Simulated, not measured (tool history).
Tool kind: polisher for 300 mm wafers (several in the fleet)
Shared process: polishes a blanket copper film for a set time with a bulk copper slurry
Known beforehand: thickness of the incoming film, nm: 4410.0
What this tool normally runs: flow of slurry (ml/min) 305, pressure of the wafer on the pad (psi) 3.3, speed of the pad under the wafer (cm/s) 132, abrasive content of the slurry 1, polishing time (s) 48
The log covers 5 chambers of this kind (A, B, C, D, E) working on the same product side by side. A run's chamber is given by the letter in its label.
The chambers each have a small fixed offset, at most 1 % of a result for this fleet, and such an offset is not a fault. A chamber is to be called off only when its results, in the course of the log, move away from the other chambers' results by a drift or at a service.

run	hour	flow of slurry (ml/min)	pressure of the wafer on the pad (psi)	speed of the pad under the wafer (cm/s)	abrasive content of the slurry	polishing time (s)	wafers polished on this pad	hours since the slurry nozzle was cleaned	hours since the head pressure was calibrated	hours since the slurry blender was calibrated	film removed (Å)
1B	3.8	305	3.3	132	1	48	253	36.5	861.1	413.8	5666.7
# hour 9.7: chamber E: slurry blender recalibrated
2D	11.9	305	3.3	132	1	48	258	286.6	81.9	255	5581.6
3C	18.8	305	3.3	132	1	48	805	35.4	598.8	246.1	5475.8
# hour 19.7: chamber B: slurry blender recalibrated
# hour 21.4: chamber C: worn pad replaced by a new one
# hour 21.5: chamber A: worn pad replaced by a new one
# hour 22.9: chamber A: slurry blender recalibrated
4E	25.7	305	3.3	132	1	48	668	259.5	229.6	16	5441.7
5A	30.5	305	3.3	132	1	48	93	475.4	323.2	7.7	5504
# hour 37.3: chamber E: worn pad replaced by a new one
6C	37.8	305	3.3	132	1	48	170	54.4	617.8	265.1	5662.9
7B	46	305	3.3	132	1	48	689	78.7	903.3	26.3	5551
# hour 47.1: chamber B: worn pad replaced by a new one
# hour 47.4: chamber D: worn pad replaced by a new one
8A	54.1	305	3.3	132	0.8	48	338	499	346.8	31.3	5231.1
9D	60.4	305	3.3	132	0.8	48	135	335.1	130.4	303.5	5041.9
10E	66.5	305	3.3	132	0.8	48	302	300.3	270.4	56.8	5234.8
11E	72.1	305	3.3	132	0.8	48	360	305.9	276	62.4	5175.2
12D	76.1	305	3.3	132	0.8	48	297	350.8	146.1	319.2	5417.7
13B	81.9	305	3.3	132	1	48	360	114.6	939.2	62.2	5575.7
14C	89	305	3.3	132	1	48	699	105.6	669	316.3	5489.5
15A	95.1	255	2.7	132	1	48	762	540	387.8	72.3	4314.4
16C	101.6	255	2.7	132	1	48	830	118.2	681.6	328.9	4443.3
# hour 102.1: chamber C: worn pad replaced by a new one
# hour 104.1: chamber D: worn pad replaced by a new one
# hour 107.6: chamber D: slurry nozzle cleaned
17E	107.8	255	2.7	132	1	48	729	341.6	311.7	98.1	4329.1
# hour 109: chamber A: worn pad replaced by a new one
# hour 111.4: chamber E: worn pad replaced by a new one
# hour 115.6: chamber B: worn pad replaced by a new one
18A	116.2	255	2.7	132	1	48	74	561.1	408.9	93.4	4427.4
19D	124.9	255	2.7	132	1	48	216	17.4	194.9	368	4485.7
20B	132.3	305	3.3	132	1	48	173	165	989.6	112.6	5564.4
21A	137.1	305	3.3	132	1	48	291	582	429.8	114.3	5534.8
22C	145.3	305	3.3	132	1	48	447	161.9	725.3	372.6	5404.5
23D	151.3	305	3.3	132	1	48	489	43.8	221.3	394.4	5449.4
# hour 152.1: chamber C: head pressure recalibrated
# hour 155.5: chamber D: worn pad replaced by a new one
24B	158	305	3.3	132	1	48	439	190.7	1015.3	138.3	5534.4
# hour 160.7: chamber C: slurry blender recalibrated
25E	165.5	305	3.3	132	1	48	559	399.3	369.4	155.8	5487.4
26C	171.3	305	3.3	132	1	48	716	187.9	19.2	10.6	5456.5
27A	175.4	305	3.3	132	1	48	687	620.3	468.1	152.6	5450.3
# hour 178.1: chamber B: worn pad replaced by a new one
# hour 178.4: chamber C: worn pad replaced by a new one
# hour 179.5: chamber B: slurry nozzle cleaned
# hour 180.4: chamber E: slurry blender recalibrated
28E	182.8	305	3.3	132	1	48	738	416.6	386.7	2.5	5414.6
29D	190.4	305	3.3	132	1	48	361	82.9	260.4	433.5	5565.4
# hour 192.7: chamber A: worn pad replaced by a new one
# hour 196.5: chamber E: worn pad replaced by a new one
# hour 196.8: chamber D: slurry blender recalibrated
30B	197.3	305	3.3	132	1	48	199	17.9	1054.6	177.6	5507.7
31E	201.6	305	3.3	132	1	48	53	435.4	405.5	21.3	5472.4
32D	207.2	305	3.3	98	1	53	535	99.7	277.2	10.5	4528.5
# hour 207.7: chamber D: worn pad replaced by a new one
33A	211.5	305	3.3	98	1	53	194	656.4	504.2	188.7	4473.3
34C	219	305	3.3	98	1	53	420	235.6	66.9	58.3	4601.1
35B	226	305	3.3	98	1	53	496	46.6	1083.3	206.3	4602.2
# hour 228: chamber E: head pressure recalibrated
36E	232.8	305	3.3	98	1	53	376	466.6	4.8	52.5	4680.8
37D	238.2	305	3.3	132	1	48	316	130.7	308.2	41.5	5544.3
# hour 241.9: chamber B: worn pad replaced by a new one
38A	242.4	305	3.3	132	1	48	514	687.3	535.1	219.6	5389.6
39B	246.2	305	3.3	132	1	48	45	66.8	1103.5	226.5	5629.4
# hour 249.5: chamber C: worn pad replaced by a new one
40C	250.6	305	3.3	132	1	48	11	267.2	98.5	89.9	5559.7
41D	257.8	305	3.3	132	1	48	518	150.3	327.8	61.1	5451.6
42C	264.3	305	3.3	132	1	48	153	280.9	112.2	103.6	5508.5
43E	268.7	305	3.3	132	1	48	747	502.5	40.7	88.4	5518.4
44A	275.8	305	3.3	132	1	48	860	720.7	568.5	253	5536

Each of the 5 chambers runs these same settings next. Fill in every chamber's results:
45A	282	340	3.3	132	1	48					?
45B	282	340	3.3	132	1	48					?
45C	282	340	3.3	132	1	48					?
45D	282	340	3.3	132	1	48					?
45E	282	340	3.3	132	1	48					?

run	film removed (Å)
45A	5481.9
45B	5595.4
45C	5508.7
45D	5661.8
45E	5558.8
